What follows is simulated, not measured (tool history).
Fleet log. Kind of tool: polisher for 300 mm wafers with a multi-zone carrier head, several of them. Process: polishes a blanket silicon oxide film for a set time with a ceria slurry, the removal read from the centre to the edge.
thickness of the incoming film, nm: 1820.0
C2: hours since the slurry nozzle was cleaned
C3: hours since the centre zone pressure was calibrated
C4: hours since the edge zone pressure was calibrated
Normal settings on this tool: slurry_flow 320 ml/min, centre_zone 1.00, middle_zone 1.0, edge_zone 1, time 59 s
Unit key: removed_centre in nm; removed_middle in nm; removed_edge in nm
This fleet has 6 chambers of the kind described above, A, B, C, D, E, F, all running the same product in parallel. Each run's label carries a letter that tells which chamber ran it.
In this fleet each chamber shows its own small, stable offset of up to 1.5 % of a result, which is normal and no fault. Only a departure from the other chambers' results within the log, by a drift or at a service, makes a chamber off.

-- hour=5.5 chamber F: worn pad replaced by a new one
run 1C hour=5.7 | slurry_flow=320 centre_zone=1.00 middle_zone=1.0 edge_zone=1 time=59 | wafers_polished_on_this_pad=521 C2=257.7 C3=255.8 C4=305.4 | removed_centre=155.05 removed_middle=155.38 removed_edge=159.65
run 2A hour=11.0 | slurry_flow=320 centre_zone=1.00 middle_zone=1.0 edge_zone=1 time=59 | wafers_polished_on_this_pad=572 C2=541.9 C3=727.5 C4=693.9 | removed_centre=155.29 removed_middle=158.42 removed_edge=155.52
-- hour=15.6 chamber D: worn pad replaced by a new one
run 3E hour=22.1 | slurry_flow=320 centre_zone=1.00 middle_zone=1.0 edge_zone=1 time=59 | wafers_polished_on_this_pad=350 C2=281.4 C3=790.6 C4=580.8 | removed_centre=156.43 removed_middle=157.14 removed_edge=156.47
-- hour=22.4 chamber E: edge zone pressure recalibrated
-- hour=26.7 chamber C: slurry nozzle cleaned
-- hour=28.4 chamber C: worn pad replaced by a new one
run 4B hour=32.2 | slurry_flow=320 centre_zone=1.00 middle_zone=1.0 edge_zone=1 time=59 | wafers_polished_on_this_pad=798 C2=64.2 C3=120.7 C4=225.0 | removed_centre=154.39 removed_middle=159.38 removed_edge=157.17
run 5F hour=38.6 | slurry_flow=320 centre_zone=1.00 middle_zone=1.0 edge_zone=1 time=59 | wafers_polished_on_this_pad=417 C2=314.3 C3=337.0 C4=735.0 | removed_centre=154.90 removed_middle=159.25 removed_edge=157.91
run 6D hour=48.8 | slurry_flow=320 centre_zone=1.00 middle_zone=1.0 edge_zone=1 time=59 | wafers_polished_on_this_pad=419 C2=447.7 C3=168.0 C4=1284.0 | removed_centre=152.67 removed_middle=155.69 removed_edge=155.58
-- hour=53.4 chamber F: edge zone pressure recalibrated
run 7E hour=55.3 | slurry_flow=320 centre_zone=1.00 middle_zone=1.0 edge_zone=1 time=59 | wafers_polished_on_this_pad=768 C2=314.6 C3=823.8 C4=33.0 | removed_centre=157.80 removed_middle=155.16 removed_edge=154.85
-- hour=59.6 chamber B: worn pad replaced by a new one
run 8D hour=62.6 | slurry_flow=320 centre_zone=1.00 middle_zone=1.0 edge_zone=1 time=59 | wafers_polished_on_this_pad=593 C2=461.5 C3=181.8 C4=1297.8 | removed_centre=153.53 removed_middle=158.51 removed_edge=155.14
-- hour=64.5 chamber E: worn pad replaced by a new one
run 9A hour=72.7 | slurry_flow=320 centre_zone=1.00 middle_zone=1.0 edge_zone=1 time=59 | wafers_polished_on_this_pad=1350 C2=603.6 C3=789.2 C4=755.6 | removed_centre=156.59 removed_middle=155.61 removed_edge=152.44
run 10C hour=78.1 | slurry_flow=320 centre_zone=1.00 middle_zone=1.0 edge_zone=1 time=59 | wafers_polished_on_this_pad=626 C2=51.4 C3=328.2 C4=377.8 | removed_centre=157.33 removed_middle=156.15 removed_edge=153.22
run 11B hour=84.6 | slurry_flow=320 centre_zone=1.00 middle_zone=1.0 edge_zone=1 time=59 | wafers_polished_on_this_pad=315 C2=116.6 C3=173.1 C4=277.4 | removed_centre=155.54 removed_middle=153.82 removed_edge=153.47
-- hour=88.8 chamber D: worn pad replaced by a new one
-- hour=89.3 chamber D: edge zone pressure recalibrated
run 12F hour=92.5 | slurry_flow=320 centre_zone=1.00 middle_zone=1.0 edge_zone=1 time=59 | wafers_polished_on_this_pad=1097 C2=368.2 C3=390.9 C4=39.1 | removed_centre=156.21 removed_middle=157.95 removed_edge=156.38
-- hour=94.5 chamber C: worn pad replaced by a new one
-- hour=99.2 chamber F: worn pad replaced by a new one
run 13F hour=102.2 | slurry_flow=320 centre_zone=1.00 middle_zone=1.0 edge_zone=1 time=59 | wafers_polished_on_this_pad=38 C2=377.9 C3=400.6 C4=48.8 | removed_centre=157.73 removed_middle=153.13 removed_edge=156.27
run 14E hour=109.7 | slurry_flow=320 centre_zone=1.00 middle_zone=1.0 edge_zone=1 time=59 | wafers_polished_on_this_pad=570 C2=369.0 C3=878.2 C4=87.4 | removed_centre=155.70 removed_middle=155.04 removed_edge=152.09
run 15C hour=120.3 | slurry_flow=320 centre_zone=1.00 middle_zone=1.0 edge_zone=1 time=59 | wafers_polished_on_this_pad=325 C2=93.6 C3=370.4 C4=420.0 | removed_centre=157.43 removed_middle=156.71 removed_edge=156.01
run 16D hour=125.9 | slurry_flow=320 centre_zone=1.00 middle_zone=1.0 edge_zone=1 time=59 | wafers_polished_on_this_pad=468 C2=524.8 C3=245.1 C4=36.7 | removed_centre=154.58 removed_middle=155.56 removed_edge=153.67
-- hour=131.0 chamber E: worn pad replaced by a new one
run 17B hour=133.6 | slurry_flow=320 centre_zone=1.00 middle_zone=1.0 edge_zone=1 time=59 | wafers_polished_on_this_pad=933 C2=165.6 C3=222.1 C4=326.4 | removed_centre=154.21 removed_middle=159.44 removed_edge=154.47
-- hour=140.4 chamber B: worn pad replaced by a new one
run 18A hour=140.8 | slurry_flow=265 centre_zone=1.00 middle_zone=0.9 edge_zone=1 time=59 | wafers_polished_on_this_pad=2208 C2=671.7 C3=857.3 C4=823.7 | removed_centre=152.45 removed_middle=136.25 removed_edge=152.65
run 19E hour=148.9 | slurry_flow=265 centre_zone=1.00 middle_zone=0.9 edge_zone=1 time=59 | wafers_polished_on_this_pad=226 C2=408.2 C3=917.4 C4=126.6 | removed_centre=156.78 removed_middle=135.25 removed_edge=155.64
run 20C hour=158.8 | slurry_flow=265 centre_zone=1.00 middle_zone=0.9 edge_zone=1 time=59 | wafers_polished_on_this_pad=811 C2=132.1 C3=408.9 C4=458.5 | removed_centre=150.64 removed_middle=139.19 removed_edge=154.26
-- hour=163.0 chamber C: worn pad replaced by a new one
run 21F hour=164.5 | slurry_flow=265 centre_zone=1.00 middle_zone=0.9 edge_zone=1 time=59 | wafers_polished_on_this_pad=823 C2=440.2 C3=462.9 C4=111.1 | removed_centre=149.79 removed_middle=142.25 removed_edge=155.34
-- hour=167.7 chamber D: worn pad replaced by a new one
run 22A hour=175.6 | slurry_flow=265 centre_zone=1.00 middle_zone=0.9 edge_zone=1 time=59 | wafers_polished_on_this_pad=2647 C2=706.5 C3=892.1 C4=858.5 | removed_centre=149.00 removed_middle=134.72 removed_edge=148.61
run 23B hour=187.4 | slurry_flow=265 centre_zone=1.00 middle_zone=0.9 edge_zone=1 time=59 | wafers_polished_on_this_pad=592 C2=219.4 C3=275.9 C4=380.2 | removed_centre=151.67 removed_middle=138.29 removed_edge=153.13
run 24D hour=193.7 | slurry_flow=420 centre_zone=0.91 middle_zone=1.0 edge_zone=1 time=59 | wafers_polished_on_this_pad=328 C2=592.6 C3=312.9 C4=104.5 | removed_centre=144.40 removed_middle=159.53 removed_edge=153.71
run 25C hour=201.0 | slurry_flow=420 centre_zone=0.91 middle_zone=1.0 edge_zone=1 time=59 | wafers_polished_on_this_pad=478 C2=174.3 C3=451.1 C4=500.7 | removed_centre=144.58 removed_middle=159.05 removed_edge=156.32
-- hour=206.8 chamber F: worn pad replaced by a new one
-- hour=207.3 chamber E: worn pad replaced by a new one
run 26F hour=208.1 | slurry_flow=420 centre_zone=0.91 middle_zone=1.0 edge_zone=1 time=59 | wafers_polished_on_this_pad=17 C2=483.8 C3=506.5 C4=154.7 | removed_centre=145.49 removed_middle=162.67 removed_edge=157.91
run 27E hour=219.7 | slurry_flow=420 centre_zone=0.91 middle_zone=1.0 edge_zone=1 time=59 | wafers_polished_on_this_pad=156 C2=479.0 C3=988.2 C4=197.4 | removed_centre=146.90 removed_middle=160.90 removed_edge=157.30
run 28B hour=227.2 | slurry_flow=420 centre_zone=0.91 middle_zone=1.0 edge_zone=1 time=59 | wafers_polished_on_this_pad=1094 C2=259.2 C3=315.7 C4=420.0 | removed_centre=142.31 removed_middle=162.00 removed_edge=157.27
-- hour=236.1 chamber C: worn pad replaced by a new one
-- hour=236.9 chamber B: worn pad replaced by a new one
run 29A hour=238.6 | slurry_flow=420 centre_zone=0.91 middle_zone=1.0 edge_zone=1 time=59 | wafers_polished_on_this_pad=3441 C2=769.5 C3=955.1 C4=921.5 | removed_centre=136.16 removed_middle=148.39 removed_edge=148.61
-- hour=241.0 chamber D: worn pad replaced by a new one
run 30D hour=250.7 | slurry_flow=320 centre_zone=1.00 middle_zone=1.0 edge_zone=1 time=59 | wafers_polished_on_this_pad=123 C2=649.6 C3=369.9 C4=161.5 | removed_centre=155.69 removed_middle=157.60 removed_edge=156.45
run 31B hour=262.9 | slurry_flow=320 centre_zone=0.95 middle_zone=1.0 edge_zone=1 time=59 | wafers_polished_on_this_pad=327 C2=294.9 C3=351.4 C4=455.7 | removed_centre=146.67 removed_middle=157.50 removed_edge=154.47
-- hour=271.5 chamber E: worn pad replaced by a new one
run 32E hour=272.2 | slurry_flow=320 centre_zone=0.95 middle_zone=1.0 edge_zone=1 time=59 | wafers_polished_on_this_pad=9 C2=531.5 C3=1040.7 C4=249.9 | removed_centre=147.82 removed_middle=153.84 removed_edge=155.56
-- hour=273.4 chamber F: slurry nozzle cleaned
-- hour=273.5 chamber D: slurry nozzle cleaned
run 33F hour=280.7 | slurry_flow=320 centre_zone=0.95 middle_zone=1.0 edge_zone=1 time=59 | wafers_polished_on_this_pad=932 C2=7.3 C3=579.1 C4=227.3 | removed_centre=145.11 removed_middle=156.84 removed_edge=154.97
run 34A hour=287.4 | slurry_flow=320 centre_zone=0.95 middle_zone=1.0 edge_zone=1 time=59 | wafers_polished_on_this_pad=4056 C2=818.3 C3=1003.9 C4=970.3 | removed_centre=133.14 removed_middle=141.55 removed_edge=145.12
-- hour=290.4 chamber C: slurry nozzle cleaned
run 35C hour=298.0 | slurry_flow=320 centre_zone=0.95 middle_zone=1.0 edge_zone=1 time=59 | wafers_polished_on_this_pad=780 C2=7.6 C3=548.1 C4=597.7 | removed_centre=145.81 removed_middle=159.70 removed_edge=156.11
run 36D hour=308.4 | slurry_flow=320 centre_zone=0.95 middle_zone=1.0 edge_zone=1 time=59 | wafers_polished_on_this_pad=850 C2=34.9 C3=427.6 C4=219.2 | removed_centre=145.19 removed_middle=152.69 removed_edge=157.13
-- hour=308.6 chamber C: worn pad replaced by a new one
run 37A hour=317.1 | slurry_flow=320 centre_zone=1.00 middle_zone=1.0 edge_zone=1 time=59 | wafers_polished_on_this_pad=4430 C2=848.0 C3=1033.6 C4=1000.0 | removed_centre=139.36 removed_middle=137.88 removed_edge=141.21
run 38D hour=322.7 | slurry_flow=320 centre_zone=1.00 middle_zone=1.0 edge_zone=1 time=59 | wafers_polished_on_this_pad=1030 C2=49.2 C3=441.9 C4=233.5 | removed_centre=154.35 removed_middle=152.72 removed_edge=157.20
-- hour=323.2 chamber B: worn pad replaced by a new one
-- hour=332.5 chamber E: slurry nozzle cleaned
run 39C hour=334.8 | slurry_flow=320 centre_zone=1.00 middle_zone=1.0 edge_zone=1 time=59 | wafers_polished_on_this_pad=331 C2=44.4 C3=584.9 C4=634.5 | removed_centre=155.21 removed_middle=157.57 removed_edge=155.15
run 40B hour=343.3 | slurry_flow=320 centre_zone=1.00 middle_zone=1.0 edge_zone=1 time=59 | wafers_polished_on_this_pad=253 C2=375.3 C3=431.8 C4=536.1 | removed_centre=156.76 removed_middle=154.42 removed_edge=154.11
-- hour=346.6 chamber E: worn pad replaced by a new one
run 41E hour=349.2 | slurry_flow=320 centre_zone=1.00 middle_zone=1.0 edge_zone=1 time=59 | wafers_polished_on_this_pad=33 C2=16.8 C3=1117.7 C4=326.9 | removed_centre=158.83 removed_middle=156.29 removed_edge=153.36

What goes on in this fleet: one chamber off, a drifting gauge, or nothing beyond the chambers' own small offsets? Name the chamber and the cause, if any.

Little by little, chamber A moves away from the other chambers.
Most likely cause: removal rate lost through wear of the pad, % = 11.8.

Here are 4 candidates for chamber A's next run, each the usual settings with a change, their results left as question marks. Which one brings its results back in line with what the others give on the usual settings?
Allowed miss from the other chambers' usual-settings mean, per result, to count as in line: removed_centre 6.80 nm; removed_middle 7.30 nm; removed_edge 6.90 nm
run 42A-1 hour=358.0 | slurry_flow=320 centre_zone=1.00 middle_zone=1.00 edge_zone=1.00 time=56 | removed_centre=? removed_middle=? removed_edge=?
run 42A-2 hour=358.0 | slurry_flow=325 centre_zone=0.99 middle_zone=1.01 edge_zone=1.01 time=67 | removed_centre=? removed_middle=? removed_edge=?
run 42A-3 hour=358.0 | slurry_flow=315 centre_zone=1.00 middle_zone=0.99 edge_zone=1.00 time=52 | removed_centre=? removed_middle=? removed_edge=?
run 42A-4 hour=358.0 | slurry_flow=320 centre_zone=1.00 middle_zone=1.00 edge_zone=1.00 time=62 | removed_centre=? removed_middle=? removed_edge=?

The other chambers' mean on the usual settings: removed_centre 155.51 nm; removed_middle 156.14 nm; removed_edge 155.71 nm
run=42A-1 removed_centre=129.92 removed_middle=128.47 removed_edge=129.61
run=42A-2 removed_centre=153.98 removed_middle=155.33 removed_edge=156.03
run=42A-3 removed_centre=120.44 removed_middle=118.03 removed_edge=120.24
run=42A-4 removed_centre=143.84 removed_middle=142.23 removed_edge=143.50
42A-2 puts the chamber back in line with the other chambers.
